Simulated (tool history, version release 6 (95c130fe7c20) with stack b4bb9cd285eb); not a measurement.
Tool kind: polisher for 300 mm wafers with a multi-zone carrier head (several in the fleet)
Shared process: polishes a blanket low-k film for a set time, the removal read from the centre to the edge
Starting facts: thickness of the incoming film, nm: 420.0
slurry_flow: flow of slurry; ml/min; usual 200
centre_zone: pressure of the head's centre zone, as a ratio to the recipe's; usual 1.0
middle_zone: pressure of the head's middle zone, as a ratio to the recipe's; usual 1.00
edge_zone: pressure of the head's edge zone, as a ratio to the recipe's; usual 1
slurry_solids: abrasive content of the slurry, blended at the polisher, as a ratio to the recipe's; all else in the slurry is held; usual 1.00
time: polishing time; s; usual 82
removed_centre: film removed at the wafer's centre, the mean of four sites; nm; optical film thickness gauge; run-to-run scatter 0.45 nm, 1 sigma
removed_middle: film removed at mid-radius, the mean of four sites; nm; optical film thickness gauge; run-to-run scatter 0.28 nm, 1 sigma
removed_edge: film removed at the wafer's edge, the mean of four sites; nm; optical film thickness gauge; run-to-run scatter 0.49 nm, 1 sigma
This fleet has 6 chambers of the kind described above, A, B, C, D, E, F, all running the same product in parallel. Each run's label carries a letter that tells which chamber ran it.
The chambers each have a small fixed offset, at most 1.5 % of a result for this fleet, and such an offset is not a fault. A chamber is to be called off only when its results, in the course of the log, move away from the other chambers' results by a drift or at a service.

run   hour  slurry_flow  centre_zone  middle_zone  edge_zone  slurry_solids  time  removed_centre  removed_middle  removed_edge
 1E    9.5          200          1.0         1.00          1           1.00    82          34.739          34.670        34.508
 2C   14.7          200          1.0         1.00          1           1.00    82          34.362          34.783        34.421
 3F   22.0          200          1.0         1.00          1           1.00    82          34.412          35.045        34.451
 4A   31.0          200          1.0         1.00          1           1.00    82          34.749          35.233        35.143
 5D   38.9          200          1.0         1.00          1           1.00    82          34.849          34.526        34.445
      47.4  -- chamber C: worn pad replaced by a new one
 6B   47.7          200          1.0         1.00          1           1.00    82          35.574          34.963        34.977
      53.9  -- chamber B: worn pad replaced by a new one
 7A   56.3          200          0.9         1.00          1           1.30    82          33.701          39.048        38.822
 8F   61.4          200          0.9         1.00          1           1.30    82          34.791          39.384        38.047
 9B   66.4          200          0.9         1.00          1           1.30    82          34.775          39.093        38.892
10E   72.5          200          0.9         1.00          1           1.30    82          34.729          38.614        38.836
      72.9  -- chamber B: edge zone pressure recalibrated
      74.6  -- chamber F: centre zone pressure recalibrated
11C   80.5          200          0.9         1.00          1           1.30    82          33.742          38.824        37.878
12D   87.3          200          0.9         1.00          1           1.30    82          33.543          37.909        38.332
      90.4  -- chamber F: slurry nozzle cleaned
      92.7  -- chamber F: worn pad replaced by a new one
13D   95.6          200          1.0         1.00          1           1.00    82          34.858          33.983        33.673
14E  102.3          200          1.0         1.00          1           1.00    82          34.819          35.074        34.589
     104.3  -- chamber A: worn pad replaced by a new one
     109.0  -- chamber C: worn pad replaced by a new one
15A  110.8          200          1.0         1.00          1           0.80    82          31.595          31.586        31.387
     119.6  -- chamber A: edge zone pressure recalibrated
16C  120.7          200          1.0         1.00          1           0.80    82          30.213          31.358        31.310
17F  130.4          200          1.0         1.00          1           0.80    82          31.327          30.912        31.416
     134.6  -- chamber E: worn pad replaced by a new one
18B  139.5          200          1.0         1.00          1           0.80    82          31.281          31.190        30.832
19C  146.7          200          1.0         1.00          1           0.80    82          30.931          31.105        30.745
20E  153.5          200          1.0         1.00          1           0.80    82          31.334          31.632        31.213
     155.5  -- chamber B: worn pad replaced by a new one
21B  158.8          200          1.0         1.00          1           1.00    82          34.600          34.871        35.036
     165.6  -- chamber C: slurry nozzle cleaned
22A  166.5          200          1.0         1.00          1           1.00    82          34.155          34.615        35.077
     172.4  -- chamber C: worn pad replaced by a new one
23D  175.7          200          1.0         1.00          1           1.00    82          33.252          33.548        33.417
24F  183.3          200          1.0         1.00          1           1.00    82          34.342          34.324        34.303
25D  189.5          200          1.0         1.00          1           1.00    82          33.303          33.164        32.892
26A  197.2          200          1.0         1.00          1           1.00    82          35.480          35.082        35.651
27F  205.3          200          1.0         1.00          1           1.00    82          34.374          34.662        34.571
28E  212.5          200          1.0         1.00          1           1.00    82          33.760          34.558        34.440
     213.6  -- chamber E: centre zone pressure recalibrated
29B  221.7          200          1.0         1.00          1           1.25    82          39.531          37.947        38.566
30C  227.6          200          1.0         1.00          1           1.25    82          37.778          38.336        38.119
     229.7  -- chamber F: worn pad replaced by a new one
31E  235.6          200          1.0         1.00          1           1.25    82          37.315          38.409        37.683
32F  241.9          200          1.0         1.00          1           1.25    82          37.433          38.311        38.201
     245.2  -- chamber C: worn pad replaced by a new one
     248.5  -- chamber B: worn pad replaced by a new one
33D  249.8          200          1.0         1.00          1           1.25    82          36.346          35.833        36.426
34C  257.9          200          1.0         1.00          1           1.25    82          37.896          37.939        39.093
35A  264.8          200          1.0         1.00          1           1.00    82          34.650          35.056        35.809
     268.3  -- chamber A: worn pad replaced by a new one
     272.8  -- chamber E: slurry nozzle cleaned
36B  273.5          200          1.0         0.94          1           1.00    82          34.944          32.703        35.934
37A  278.9          200          1.0         0.94          1           1.00    82          35.766          32.704        35.178
     282.5  -- chamber D: slurry nozzle cleaned
38D  288.4          200          1.0         0.94          1           1.00    82          32.555          30.607        32.466
39F  293.2          200          1.0         0.94          1           1.00    82          34.334          33.046        34.746
40E  301.7          200          1.0         0.94          1           1.00    82          34.116          32.360        34.153

One chamber off, gauge drift, or nothing amiss beyond the chambers' own small offsets? If it is a chamber, which one, and what is the likeliest cause?

It is chamber D that slowly wanders off from its peers.
What lies behind it: removal rate lost through wear of the pad, % = 7.41.

Which of the 4 candidates below, each the usual settings with something changed and its results left as question marks, puts chamber D back in line with what the other chambers give on the usual settings?
Maximum distance from the other chambers' mean on the usual settings for a result to count as in line: removed_centre 1.600 nm; removed_middle 1.000 nm; removed_edge 1.700 nm
41D-1  309.2          200         1.02         1.00       0.99           0.95    72               ?               ?             ?
41D-2  309.2          200         0.99         1.00       1.01           1.00    88               ?               ?             ?
41D-3  309.2          200         0.98         1.00       1.01           1.05    92               ?               ?             ?
41D-4  309.2          200         1.01         1.00       0.99           1.00    76               ?               ?             ?

On the usual settings, the other chambers give on average: removed_centre 34.500 nm; removed_middle 34.775 nm; removed_edge 34.656 nm
  run  removed_centre  removed_middle  removed_edge
41D-1          28.361          27.593        27.354
41D-2          34.361          34.549        34.611
41D-3          36.321          36.932        36.997
41D-4          30.334          29.835        29.575
With 41D-2, the chamber falls back in line with the rest.

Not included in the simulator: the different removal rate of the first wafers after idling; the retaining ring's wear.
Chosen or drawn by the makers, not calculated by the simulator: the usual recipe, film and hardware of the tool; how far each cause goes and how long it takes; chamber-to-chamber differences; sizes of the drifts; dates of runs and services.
